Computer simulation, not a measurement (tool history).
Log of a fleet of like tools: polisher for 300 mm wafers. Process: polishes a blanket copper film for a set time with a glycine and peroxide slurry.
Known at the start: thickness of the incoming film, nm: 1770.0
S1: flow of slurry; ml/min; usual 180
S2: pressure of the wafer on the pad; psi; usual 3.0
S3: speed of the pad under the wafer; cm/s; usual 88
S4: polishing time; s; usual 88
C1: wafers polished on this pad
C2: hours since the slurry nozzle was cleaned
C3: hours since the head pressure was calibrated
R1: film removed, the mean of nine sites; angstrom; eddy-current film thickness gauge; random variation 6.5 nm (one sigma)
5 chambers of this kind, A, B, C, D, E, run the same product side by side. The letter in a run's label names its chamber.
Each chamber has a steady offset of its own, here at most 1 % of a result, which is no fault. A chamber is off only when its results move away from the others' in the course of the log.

run	hour	S1	S2	S3	S4	C1	C2	C3	R1
# hour 8.3: chamber C: worn pad replaced by a new one
1A	9.4	180	3.0	88	88	1218	377.0	710.0	5132.0
2D	18.5	180	3.0	88	88	757	419.7	1010.9	5179.8
# hour 19.3: chamber A: worn pad replaced by a new one
# hour 20.5: chamber D: slurry nozzle cleaned
# hour 24.9: chamber D: worn pad replaced by a new one
3B	29.9	180	3.0	88	88	682	375.5	483.6	5233.2
4C	43.1	180	3.0	88	88	466	318.4	50.3	5249.3
# hour 54.7: chamber B: worn pad replaced by a new one
5E	56.0	180	3.0	110	88	1209	186.1	283.6	6240.7
# hour 62.6: chamber E: worn pad replaced by a new one
6D	65.8	180	3.0	110	88	547	45.3	1058.2	6133.1
7B	76.9	180	3.0	110	88	297	422.5	530.6	6235.7
# hour 83.0: chamber B: slurry nozzle cleaned
8A	85.2	180	3.0	110	88	882	452.8	785.8	6207.3
# hour 89.9: chamber C: worn pad replaced by a new one
# hour 93.3: chamber D: worn pad replaced by a new one
9C	96.2	180	3.0	110	88	85	371.5	103.4	6277.4
# hour 109.1: chamber A: worn pad replaced by a new one
10E	109.4	180	3.0	88	88	626	239.5	337.0	5162.2
# hour 117.3: chamber A: head pressure recalibrated
11E	124.8	180	3.0	88	88	832	254.9	352.4	5038.0
# hour 127.9: chamber B: worn pad replaced by a new one
# hour 128.6: chamber E: slurry nozzle cleaned
12D	138.6	180	3.0	88	88	607	118.1	1131.0	5202.7
13A	154.3	180	3.0	88	88	605	521.9	37.1	5124.7
# hour 155.1: chamber D: worn pad replaced by a new one
# hour 167.0: chamber C: worn pad replaced by a new one
# hour 167.9: chamber E: worn pad replaced by a new one
14B	168.9	180	3.0	88	88	549	86.0	622.6	5177.7
15C	176.1	205	3.0	88	88	122	451.4	183.3	5408.1
16C	190.4	205	3.0	88	88	313	465.7	197.6	5201.6
# hour 194.9: chamber B: worn pad replaced by a new one
17D	202.1	205	3.0	88	88	629	181.6	1194.5	5198.3
18A	211.7	205	3.0	88	88	1374	579.3	94.5	5169.5
# hour 214.2: chamber A: worn pad replaced by a new one
# hour 218.0: chamber D: worn pad replaced by a new one
# hour 225.0: chamber B: head pressure recalibrated
19B	227.3	205	3.0	88	88	434	144.4	2.4	5183.8
# hour 229.4: chamber C: slurry nozzle cleaned
# hour 236.1: chamber C: worn pad replaced by a new one
20E	242.3	180	3.0	88	88	996	113.8	469.9	5237.6
21B	254.4	180	3.0	88	88	796	171.5	29.5	5126.6
22C	261.8	150	3.5	88	88	344	32.5	269.0	5670.3
# hour 264.8: chamber B: worn pad replaced by a new one
# hour 268.4: chamber E: head pressure recalibrated
23E	269.4	150	3.5	88	88	1359	140.9	1.0	5809.5
24A	281.1	150	3.5	88	88	895	648.7	163.9	5740.3
# hour 283.1: chamber E: worn pad replaced by a new one
25D	291.8	150	3.5	88	88	988	271.3	1284.2	5656.1
# hour 296.5: chamber D: worn pad replaced by a new one
26E	304.7	150	3.5	88	88	289	176.2	36.3	5769.0
# hour 311.1: chamber C: worn pad replaced by a new one
27C	314.4	180	3.8	98	88	44	85.1	321.6	6871.6
# hour 321.4: chamber A: worn pad replaced by a new one
28A	324.0	180	3.8	98	88	36	691.6	206.8	6989.1
29D	337.5	180	3.8	98	88	549	317.0	1329.9	6840.1
# hour 342.1: chamber B: worn pad replaced by a new one
30B	350.3	180	3.8	98	88	109	267.4	125.4	6842.5

Is one chamber off against the others, does the gauge drift, or is nothing wrong? If a chamber is off, say which, and what the likeliest cause is.

No chamber stands off beyond its own small offset, and the gauge holds steady.

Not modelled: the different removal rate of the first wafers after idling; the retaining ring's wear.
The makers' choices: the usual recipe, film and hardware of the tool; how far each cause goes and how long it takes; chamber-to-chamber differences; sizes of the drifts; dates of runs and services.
